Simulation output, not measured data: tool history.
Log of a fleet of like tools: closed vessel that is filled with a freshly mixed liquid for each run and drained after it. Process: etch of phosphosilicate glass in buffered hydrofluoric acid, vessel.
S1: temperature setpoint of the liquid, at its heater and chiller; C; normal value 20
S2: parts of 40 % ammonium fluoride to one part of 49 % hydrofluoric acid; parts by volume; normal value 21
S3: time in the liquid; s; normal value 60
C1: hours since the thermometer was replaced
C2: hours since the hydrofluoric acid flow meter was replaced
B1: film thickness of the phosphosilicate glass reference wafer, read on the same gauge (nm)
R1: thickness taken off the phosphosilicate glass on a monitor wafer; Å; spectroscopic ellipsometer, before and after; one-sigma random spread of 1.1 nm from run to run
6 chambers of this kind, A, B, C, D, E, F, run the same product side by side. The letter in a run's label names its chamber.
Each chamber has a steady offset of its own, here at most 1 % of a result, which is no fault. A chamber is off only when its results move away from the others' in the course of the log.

run   hour    S1    S2  S3      C1      C2      B1      R1
 1A    7.6    20    21  60   405.4    1026  50.008  1123.4
 2F   17.1    20    21  60   690.2   533.6  49.991  1117.3
 3E   29.2    20    21  60    96.3   182.8  50.034  1132.9
 4B   40.1    20    21  60  1927.2     182  49.993    1103
 5C   46.7    20    21  60    98.9   959.1  49.995  1126.8
 6D   60.9    20    21  60   200.4   262.5  50.025  1134.9
 7C   70.2    17  28.5  60   122.4   982.6  49.989  774.11
 8A   81.7    17  28.5  60   479.5  1100.1  49.993  748.72
 9E     96    17  28.5  60   163.1   249.6  50.006  760.82
10F  103.7    17  28.5  60   776.8   620.2  50.005  757.36
11B    117    17  28.5  60  2004.1   258.9   50.02  757.19
12D  129.3    17  28.5  60   268.8   330.9  49.998  766.97
13F  136.9    20    21  60     810   653.4  50.002  1095.8
14C  143.9    20    21  60   196.1  1056.3  50.013  1128.8
15D  152.7    20    21  60   292.2   354.3  49.983  1117.5
     161.7  -- chamber C: hydrofluoric acid flow meter replaced
16A    162    20    21  60   559.8  1180.4  49.996  1120.5
17B  171.4  24.5    21  40  2058.5   313.3  50.001  948.52
18E  180.7  24.5    21  40   247.8   334.3  49.992  951.45
     190.6  -- chamber D: hydrofluoric acid flow meter replaced
19E  194.3  24.5    21  40   261.4   347.9  49.993  950.79
20D    207  24.5    21  40   346.5    16.4  49.982  957.81
21B  221.4  24.5    21  40  2108.5   363.3  50.005  950.98
22F  232.6  24.5    21  40   905.7   749.1  49.983  967.45
23A  247.2    20  14.5  60     645  1265.6  49.998    1575
24C  254.6    20  14.5  60   306.8      93  50.006  1592.5
25D  266.3    20  14.5  60   405.8    75.7   50.02  1565.2
26B  272.8    20  14.5  60  2159.9   414.7  50.017  1594.4
27F  286.3    20  14.5  60   959.4   802.8  49.984  1578.6
28E  295.1    20  14.5  60   362.2   448.7  49.985  1576.1
29A  309.1    20    21  60   706.9  1327.5  49.992  1109.4
30C  317.9    20    21  60   370.1   156.3  49.984  1102.8
31C    326    20    21  60   378.2   164.4      50  1111.3
32A  337.3    20    21  60   735.1  1355.7  50.001  1109.3
33D  351.8    20    21  60   491.3   161.2  50.008  1120.8
34B  363.3    20    21  60  2250.4   505.2  49.987  1115.3
35F  370.3    20    21  60  1043.4   886.8  49.986  1096.8
36E  379.3    20    21  60   446.4   532.9  49.993  1125.2
     386.1  -- chamber D: thermometer replaced
37D  387.7    20    21  60     1.7   197.1   49.98  1119.8
38B  398.8    20    21  60  2285.9   540.7  49.991  1107.8
39C  406.1    20    21  60   458.3   244.5  49.985  1127.5
40A    418    23    21  60   815.8  1436.4  49.991  1320.4
41E  429.4    23    21  60   496.5     583  50.033  1316.6
42F  440.4    23    21  60  1113.5   956.9  50.002  1299.6
43F  451.1    23    21  60  1124.2   967.6  49.996  1321.7

Predict what each chamber gives when all 6 of them run the settings below next.
44A  461.7  22  21  60               ?
44B  461.7  22  21  60               ?
44C  461.7  22  21  60               ?
44D  461.7  22  21  60               ?
44E  461.7  22  21  60               ?
44F  461.7  22  21  60               ?

run      R1
44A  1249.9
44B  1220.8
44C  1243.8
44D    1244
44E  1262.9
44F  1250.4

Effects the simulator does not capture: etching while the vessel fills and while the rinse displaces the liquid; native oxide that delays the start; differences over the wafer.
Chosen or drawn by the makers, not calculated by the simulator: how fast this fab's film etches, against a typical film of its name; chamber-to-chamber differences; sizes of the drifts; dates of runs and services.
